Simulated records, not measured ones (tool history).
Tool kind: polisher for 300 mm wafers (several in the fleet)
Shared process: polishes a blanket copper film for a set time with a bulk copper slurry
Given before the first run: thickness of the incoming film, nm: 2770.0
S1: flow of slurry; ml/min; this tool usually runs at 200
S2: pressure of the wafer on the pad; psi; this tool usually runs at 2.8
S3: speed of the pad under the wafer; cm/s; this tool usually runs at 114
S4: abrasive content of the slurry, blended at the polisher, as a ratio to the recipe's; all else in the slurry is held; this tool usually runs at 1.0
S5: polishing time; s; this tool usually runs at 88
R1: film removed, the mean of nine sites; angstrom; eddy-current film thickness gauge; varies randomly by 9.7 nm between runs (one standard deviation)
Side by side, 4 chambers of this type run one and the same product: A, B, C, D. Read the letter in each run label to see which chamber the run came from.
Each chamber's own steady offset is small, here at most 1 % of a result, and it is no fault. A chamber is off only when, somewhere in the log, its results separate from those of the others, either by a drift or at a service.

run,hour,S1,S2,S3,S4,S5,R1
1A,7.2,200,2.8,114,1.0,88,8814.7
2D,12.7,200,2.8,114,1.0,88,8960.1
# hour 13.3: chamber B: worn pad replaced by a new one
3B,21.0,200,2.8,114,1.0,88,8743.4
4C,25.9,200,2.8,114,1.0,88,8841.8
# hour 27.8: chamber A: slurry nozzle cleaned
5C,30.6,200,2.8,114,1.0,88,8885.2
# hour 33.4: chamber C: worn pad replaced by a new one
6A,34.8,200,2.8,114,1.0,88,8906.1
# hour 35.1: chamber C: slurry blender recalibrated
7D,44.6,200,2.8,114,1.0,88,8863.3
8B,50.8,200,2.8,114,1.0,88,8908.5
9D,60.3,200,2.8,114,0.8,116,11231.0
10C,67.8,200,2.8,114,0.8,116,11186.0
11B,74.6,200,2.8,114,0.8,116,11182.0
12A,81.4,200,2.8,114,0.8,116,10944.0
13C,86.1,200,2.8,114,1.0,88,8805.8
14B,92.2,200,2.8,114,1.0,88,8793.6
15D,98.0,200,2.8,114,1.0,88,8763.8
16A,103.1,200,2.8,114,1.0,88,8681.9
# hour 103.7: chamber B: slurry blender recalibrated
17C,108.7,200,2.8,114,1.0,88,8954.2
# hour 108.8: chamber B: worn pad replaced by a new one
# hour 114.0: chamber D: worn pad replaced by a new one
18B,116.5,200,2.8,114,1.0,88,8923.0
# hour 122.2: chamber D: slurry nozzle cleaned
# hour 124.1: chamber D: slurry blender recalibrated
19A,125.5,200,2.8,114,1.0,88,8478.9
# hour 128.5: chamber C: worn pad replaced by a new one
20D,135.2,200,2.8,114,1.0,88,8800.0
21B,142.3,200,2.8,114,1.0,88,8805.6
# hour 145.9: chamber A: slurry blender recalibrated
22D,151.9,200,2.8,114,1.0,88,9028.8
23C,156.7,200,2.8,114,1.0,88,8844.1
24A,163.0,200,2.8,114,1.0,88,8598.7
25D,170.6,200,2.8,114,1.0,88,8822.4
26A,178.2,200,2.8,146,1.0,88,10551.0
# hour 181.3: chamber D: head pressure recalibrated
27C,185.6,200,2.8,146,1.0,88,11514.0
28B,193.7,200,2.8,146,1.0,88,11630.0
# hour 200.4: chamber B: worn pad replaced by a new one
29B,202.0,200,2.8,146,1.0,88,11388.0
30A,208.9,200,2.8,114,1.0,88,8275.2
31D,217.0,200,2.8,114,1.0,88,8824.3

One chamber off, gauge drift, or nothing amiss beyond the chambers' own small offsets? If it is a chamber, which one, and what is the likeliest cause?

Little by little, chamber A moves away from the other chambers.
Likeliest cause: removal rate lost through wear of the pad, % = 7.87.
The log may not separate it from: slurry flow missing at the pad, %; head's pressure below its setpoint, %.

Chamber A could run next with any of the 4 candidate recipes listed below; each alters the usual settings, and their results appear as question marks. Which one brings its results back in line with what the other chambers deliver on the usual settings?
In line means no further than this from the other chambers' mean on the usual settings: R1 340.0 angstrom
32A-1,224.0,200,2.9,118,1.0,91,?
32A-2,224.0,200,2.8,108,1.0,84,?
32A-3,224.0,200,3.0,114,1.0,95,?
32A-4,224.0,200,2.8,96,1.0,88,?

Usual-settings mean across the other chambers: R1 8886.2 angstrom
run,R1
32A-1,8982.2
32A-2,7336.3
32A-3,9376.8
32A-4,6845.2
The right change is 32A-1: it brings the chamber back within the allowed miss of the others.
